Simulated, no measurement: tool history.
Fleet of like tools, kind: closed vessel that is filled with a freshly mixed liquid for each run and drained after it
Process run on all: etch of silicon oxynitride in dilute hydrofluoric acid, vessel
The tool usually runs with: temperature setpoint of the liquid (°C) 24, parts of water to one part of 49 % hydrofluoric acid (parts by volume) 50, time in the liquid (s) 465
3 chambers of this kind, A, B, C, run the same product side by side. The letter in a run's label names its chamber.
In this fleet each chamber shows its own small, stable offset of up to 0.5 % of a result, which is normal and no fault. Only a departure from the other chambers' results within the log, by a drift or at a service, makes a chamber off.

| run | hour | temperature setpoint of the liquid (°C) | parts of water to one part of 49 % hydrofluoric acid (parts by volume) | time in the liquid (s) | hours since the thermometer was replaced | hours since the hydrofluoric acid flow meter was replaced | read-back film thickness of the silicon oxynitride reference wafer, read on the same gauge (nm) | thickness taken off the silicon oxynitride on a monitor wafer (Å) |
|---|---|---|---|---|---|---|---|---|
| 1C | 5.0 | 24 | 50 | 465 | 657.6 | 551.6 | 150.01 | 341.18 |
| 2A | 9.0 | 24 | 50 | 465 | 491.7 | 105.3 | 149.98 | 340.62 |
| 3B | 13.6 | 24 | 50 | 465 | 550.3 | 368.9 | 149.99 | 343.97 |
| 4B | 19.2 | 24 | 50 | 465 | 555.9 | 374.5 | 150.02 | 343.16 |
| 5C | 26.4 | 24 | 60 | 465 | 679.0 | 573.0 | 149.98 | 289.69 |
| 6A | 32.0 | 24 | 60 | 465 | 514.7 | 128.3 | 149.96 | 283.99 |
| 7C | 38.7 | 24 | 60 | 465 | 691.3 | 585.3 | 150.03 | 284.03 |
| 8A | 44.4 | 24 | 50 | 465 | 527.1 | 140.7 | 149.95 | 338.21 |
| 9B | 51.0 | 24 | 50 | 465 | 587.7 | 406.3 | 150.04 | 346.18 |
| 10C | 55.5 | 24 | 50 | 465 | 708.1 | 602.1 | 150.01 | 343.26 |
| 11B | 59.5 | 24 | 50 | 465 | 596.2 | 414.8 | 150.01 | 341.73 |
| 12A | 63.2 | 24 | 50 | 465 | 545.9 | 159.5 | 150.02 | 336.00 |
| 13C | 66.8 | 24 | 50 | 465 | 719.4 | 613.4 | 150.04 | 347.92 |
| 14B | 70.8 | 24 | 50 | 465 | 607.5 | 426.1 | 150.01 | 344.18 |
| 15A | 76.5 | 24 | 50 | 465 | 559.2 | 172.8 | 149.99 | 341.53 |
| 16C | 83.4 | 24 | 40 | 575 | 736.0 | 630.0 | 150.00 | 531.27 |
| 17B | 88.9 | 24 | 40 | 575 | 625.6 | 444.2 | 149.98 | 547.35 |
| 18A | 93.2 | 24 | 40 | 575 | 575.9 | 189.5 | 150.00 | 533.16 |
| 19C | 97.3 | 24 | 50 | 465 | 749.9 | 643.9 | 150.00 | 342.87 |
|  | 99.0 | chamber C: thermometer replaced |
| 20B | 102.3 | 24 | 50 | 465 | 639.0 | 457.6 | 150.01 | 355.15 |
| 21A | 107.5 | 21 | 50 | 645 | 590.2 | 203.8 | 150.00 | 409.75 |
| 22C | 111.2 | 21 | 50 | 645 | 12.3 | 657.8 | 149.97 | 421.46 |
| 23A | 118.0 | 21 | 50 | 645 | 600.7 | 214.3 | 149.95 | 407.95 |
| 24B | 125.2 | 24 | 50 | 465 | 661.9 | 480.5 | 150.05 | 366.11 |
| 25A | 129.7 | 24 | 50 | 465 | 612.4 | 226.0 | 149.98 | 339.18 |
| 26C | 136.8 | 24 | 50 | 465 | 37.9 | 683.4 | 150.01 | 351.48 |
| 27B | 140.1 | 24 | 50 | 465 | 676.8 | 495.4 | 149.99 | 370.91 |
| 28A | 143.7 | 24 | 50 | 465 | 626.4 | 240.0 | 150.02 | 334.73 |
| 29B | 148.1 | 26 | 50 | 725 | 684.8 | 503.4 | 150.02 | 642.61 |
| 30C | 152.8 | 26 | 50 | 725 | 53.9 | 699.4 | 150.03 | 600.93 |
| 31B | 157.0 | 26 | 50 | 725 | 693.7 | 512.3 | 150.01 | 664.15 |
| 32A | 161.0 | 24 | 50 | 465 | 643.7 | 257.3 | 149.96 | 347.56 |

Read the log: is a single chamber off, either drifting away or since a service, is the gauge that measures every chamber drifting, or is nothing wrong beyond small per-chamber offsets? Name any odd chamber and what most likely caused it.

Little by little, chamber B moves away from the other chambers.
Cause: hydrofluoric acid flow above the setpoint (%) = 10.7.
The log may not tell that from: liquid hotter than its thermometer reads (K).

Which of the 4 candidates below, each the usual settings with something changed and its results left as question marks, puts chamber B back in line with what the other chambers give on the usual settings?
Counts as in line when no further than this from what the other chambers average on the usual settings: thickness taken off the silicon oxynitride on a monitor wafer (Å) 12.00
| 33B-1 | 166.2 | 26 | 50 | 465 |  |  |  | ? |
| 33B-2 | 166.2 | 24 | 50 | 450 |  |  |  | ? |
| 33B-3 | 166.2 | 24 | 50 | 480 |  |  |  | ? |
| 33B-4 | 166.2 | 24 | 55 | 465 |  |  |  | ? |

Average result of the remaining chambers running the usual settings: thickness taken off the silicon oxynitride on a monitor wafer (Å) 343.33
| run | thickness taken off the silicon oxynitride on a monitor wafer (Å) |
|---|---|
| 33B-1 | 418.80 |
| 33B-2 | 367.40 |
| 33B-3 | 391.90 |
| 33B-4 | 344.43 |
33B-4 puts the chamber back in line with the other chambers.
